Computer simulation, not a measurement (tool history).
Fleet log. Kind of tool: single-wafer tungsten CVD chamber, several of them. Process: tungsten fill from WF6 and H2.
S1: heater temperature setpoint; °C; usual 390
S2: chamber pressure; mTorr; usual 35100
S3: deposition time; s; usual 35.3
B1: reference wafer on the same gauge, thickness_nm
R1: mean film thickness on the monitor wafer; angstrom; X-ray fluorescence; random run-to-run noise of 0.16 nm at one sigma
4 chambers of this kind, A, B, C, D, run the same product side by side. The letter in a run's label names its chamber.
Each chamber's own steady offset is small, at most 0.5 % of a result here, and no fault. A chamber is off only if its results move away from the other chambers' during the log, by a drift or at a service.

run	hour	S1	S2	S3	B1	R1
1A	9.6	390	35100	35.3	78.59	914.82
2C	18.6	390	35100	35.3	78.533	917.73
3D	26.3	390	35100	35.3	78.553	912.02
4B	32.7	390	35100	35.3	78.554	917.82
5C	42.2	390	35100	35.3	78.506	914.14
6B	49.1	390	35100	35.3	78.516	915.13
7D	61.3	390	35100	35.3	78.474	908.03
8A	71.7	390	35100	35.3	78.455	915.28
9D	78.4	390	35100	35.3	78.464	908.77
10C	84.5	390	35100	35.3	78.423	914.8
11B	96.4	390	35100	35.3	78.399	916.37
12A	108.3	390	35100	35.3	78.407	915.07
13D	118.7	390	35100	35.3	78.372	908.68
14B	127.7	390	35100	35.3	78.324	913.67
15C	138.2	390	35100	35.3	78.292	913.67
16A	146.6	390	35100	35.3	78.27	914.16
17B	153.8	390	35100	35.3	78.26	913.84
18D	161.4	390	35100	35.3	78.249	908.02
19C	171.2	390	35100	35.3	78.227	915.91
20A	181.5	381	39800	35.3	78.18	806
21D	187.7	381	39800	35.3	78.213	802.04
22B	195.3	381	39800	35.3	78.141	808.2
23C	202.3	381	39800	35.3	78.193	806.88
24A	210.3	390	35100	35.3	78.148	910.61
# hour 213.3: chamber D: thermocouple changed; heater temperature recalibrated
25D	215.7	390	35100	35.3	78.148	906.01
26B	225.9	390	35100	35.3	78.139	907.22
27C	234.9	390	39700	28.8	78.077	787.42
28A	244.6	390	39700	28.8	78.04	784.24
29B	254.2	390	39700	28.8	78.064	784.77

Predict what each chamber gives when all 4 of them run the settings below next.
30A	263.1	390	35100	39.2		?
30B	263.1	390	35100	39.2		?
30C	263.1	390	35100	39.2		?
30D	263.1	390	35100	39.2		?

run	R1
30A	1008.9
30B	1010.1
30C	1012.4
30D	1004.9

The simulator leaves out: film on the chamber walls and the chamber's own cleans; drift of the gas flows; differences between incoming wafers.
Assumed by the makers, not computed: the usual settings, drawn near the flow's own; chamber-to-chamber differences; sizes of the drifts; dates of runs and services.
